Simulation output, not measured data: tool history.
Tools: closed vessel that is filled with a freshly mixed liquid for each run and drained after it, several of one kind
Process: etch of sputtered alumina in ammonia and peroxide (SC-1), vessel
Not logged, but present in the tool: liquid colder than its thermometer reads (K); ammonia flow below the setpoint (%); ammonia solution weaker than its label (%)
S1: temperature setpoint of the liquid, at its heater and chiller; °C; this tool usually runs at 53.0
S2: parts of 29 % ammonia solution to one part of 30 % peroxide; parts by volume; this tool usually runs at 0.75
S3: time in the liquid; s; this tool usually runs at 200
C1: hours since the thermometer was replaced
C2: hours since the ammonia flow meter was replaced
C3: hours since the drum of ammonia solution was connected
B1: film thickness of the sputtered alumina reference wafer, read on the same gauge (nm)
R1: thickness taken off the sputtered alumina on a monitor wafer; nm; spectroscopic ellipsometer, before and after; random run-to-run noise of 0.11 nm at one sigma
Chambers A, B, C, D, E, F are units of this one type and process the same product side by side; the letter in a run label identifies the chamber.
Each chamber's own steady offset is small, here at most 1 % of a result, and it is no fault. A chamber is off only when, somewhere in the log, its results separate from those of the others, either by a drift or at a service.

| run | hour | S1 | S2 | S3 | C1 | C2 | C3 | B1 | R1 |
|---|---|---|---|---|---|---|---|---|---|
| 1F | 3.8 | 53.0 | 0.75 | 200 | 224.5 | 206.3 | 303.1 | 69.994 | 18.293 |
| 2D | 7.2 | 53.0 | 0.75 | 200 | 359.5 | 54.1 | 211.3 | 70.002 | 17.912 |
| 3C | 11.7 | 53.0 | 0.75 | 200 | 685.9 | 1273.4 | 179.3 | 69.970 | 17.941 |
| 4B | 14.6 | 53.0 | 0.75 | 200 | 414.0 | 288.0 | 51.7 | 69.970 | 18.091 |
| 5A | 19.4 | 53.0 | 0.75 | 200 | 366.9 | 319.6 | 241.7 | 69.985 | 17.977 |
|  | 21.9 | chamber A: new drum of ammonia solution connected |
| 6E | 22.2 | 53.0 | 0.75 | 200 | 147.3 | 913.5 | 634.6 | 70.019 | 17.859 |
| 7E | 24.5 | 53.0 | 0.75 | 200 | 149.6 | 915.8 | 636.9 | 70.008 | 17.937 |
| 8D | 29.4 | 53.0 | 0.75 | 200 | 381.7 | 76.3 | 233.5 | 69.974 | 18.194 |
| 9A | 32.8 | 53.0 | 0.75 | 200 | 380.3 | 333.0 | 11.0 | 69.973 | 18.053 |
| 10B | 37.8 | 53.0 | 1.05 | 200 | 437.2 | 311.2 | 74.9 | 70.003 | 18.530 |
| 11F | 40.8 | 53.0 | 1.05 | 200 | 261.5 | 243.3 | 340.1 | 70.016 | 18.679 |
| 12C | 43.6 | 53.0 | 1.05 | 200 | 717.8 | 1305.3 | 211.2 | 70.013 | 18.162 |
| 13F | 46.6 | 53.0 | 1.05 | 200 | 267.3 | 249.1 | 345.9 | 69.987 | 18.831 |
| 14C | 50.6 | 53.0 | 1.05 | 200 | 724.8 | 1312.3 | 218.2 | 69.973 | 18.003 |
| 15A | 53.6 | 53.0 | 1.05 | 200 | 401.1 | 353.8 | 31.8 | 70.007 | 18.328 |
| 16D | 58.7 | 53.0 | 0.75 | 200 | 411.0 | 105.6 | 262.8 | 69.986 | 18.174 |
| 17B | 61.8 | 53.0 | 0.75 | 200 | 461.2 | 335.2 | 98.9 | 70.012 | 17.875 |
| 18E | 64.3 | 53.0 | 0.75 | 200 | 189.4 | 955.6 | 676.7 | 69.986 | 17.934 |
| 19A | 68.9 | 53.0 | 0.75 | 200 | 416.4 | 369.1 | 47.1 | 70.012 | 17.955 |
| 20D | 71.5 | 53.0 | 0.75 | 200 | 423.8 | 118.4 | 275.6 | 70.000 | 17.988 |
| 21E | 74.8 | 61.5 | 0.75 | 305 | 199.9 | 966.1 | 687.2 | 69.980 | 42.727 |
| 22C | 78.9 | 61.5 | 0.75 | 305 | 753.1 | 1340.6 | 246.5 | 69.973 | 40.935 |
| 23B | 81.5 | 61.5 | 0.75 | 305 | 480.9 | 354.9 | 118.6 | 69.999 | 43.496 |
| 24F | 84.8 | 61.5 | 0.75 | 305 | 305.5 | 287.3 | 384.1 | 70.018 | 43.235 |
| 25D | 89.7 | 61.5 | 0.75 | 305 | 442.0 | 136.6 | 293.8 | 70.006 | 43.373 |
| 26E | 95.0 | 61.5 | 0.75 | 305 | 220.1 | 986.3 | 707.4 | 69.989 | 42.949 |
| 27C | 97.5 | 46.0 | 0.50 | 200 | 771.7 | 1359.2 | 265.1 | 69.997 | 11.310 |
| 28A | 101.6 | 46.0 | 0.50 | 200 | 449.1 | 401.8 | 79.8 | 69.994 | 11.589 |
| 29F | 105.8 | 46.0 | 0.50 | 200 | 326.5 | 308.3 | 405.1 | 70.014 | 11.903 |
| 30B | 109.5 | 46.0 | 0.50 | 200 | 508.9 | 382.9 | 146.6 | 69.990 | 11.752 |
| 31D | 113.6 | 46.0 | 0.50 | 200 | 465.9 | 160.5 | 317.7 | 70.011 | 11.814 |
| 32F | 118.1 | 46.0 | 0.50 | 200 | 338.8 | 320.6 | 417.4 | 70.002 | 11.885 |
| 33E | 123.3 | 53.0 | 0.75 | 200 | 248.4 | 1014.6 | 735.7 | 69.989 | 17.922 |
| 34B | 127.2 | 47.0 | 0.75 | 200 | 526.6 | 400.6 | 164.3 | 70.017 | 12.848 |
| 35C | 129.8 | 47.0 | 0.75 | 200 | 804.0 | 1391.5 | 297.4 | 70.013 | 12.162 |
| 36A | 134.1 | 47.0 | 0.75 | 200 | 481.6 | 434.3 | 112.3 | 69.990 | 12.779 |
| 37F | 138.9 | 47.0 | 0.75 | 200 | 359.6 | 341.4 | 438.2 | 69.997 | 13.094 |
| 38E | 142.7 | 47.0 | 0.75 | 200 | 267.8 | 1034.0 | 755.1 | 70.019 | 12.854 |

Decide between three cases: one chamber stands off from its peers, the gauge reading all wafers drifts, or nothing is wrong past each chamber's small offset. Where a chamber is off, say which and what most likely put it there.

One chamber, C, drifts off from the rest bit by bit.
What lies behind it: liquid colder than its thermometer reads (K) = 1.23.

Chamber C could run next with any of the 4 candidate recipes listed below; each alters the usual settings, and their results appear as question marks. Which one brings its results back in line with what the other chambers deliver on the usual settings?
To be in line, a result may differ from the other chambers' mean on the usual settings by at most: R1 0.370 nm
| 39C-1 | 146.5 | 53.0 | 0.75 | 205 |  |  |  |  | ? |
| 39C-2 | 146.5 | 53.0 | 0.55 | 200 |  |  |  |  | ? |
| 39C-3 | 146.5 | 53.0 | 0.75 | 185 |  |  |  |  | ? |
| 39C-4 | 146.5 | 53.5 | 0.75 | 210 |  |  |  |  | ? |

What the other chambers average on the usual settings: R1 17.986 nm
| run | R1 |
|---|---|
| 39C-1 | 17.112 |
| 39C-2 | 16.210 |
| 39C-3 | 15.443 |
| 39C-4 | 18.011 |
It is 39C-4 that realigns the chamber with its peers.

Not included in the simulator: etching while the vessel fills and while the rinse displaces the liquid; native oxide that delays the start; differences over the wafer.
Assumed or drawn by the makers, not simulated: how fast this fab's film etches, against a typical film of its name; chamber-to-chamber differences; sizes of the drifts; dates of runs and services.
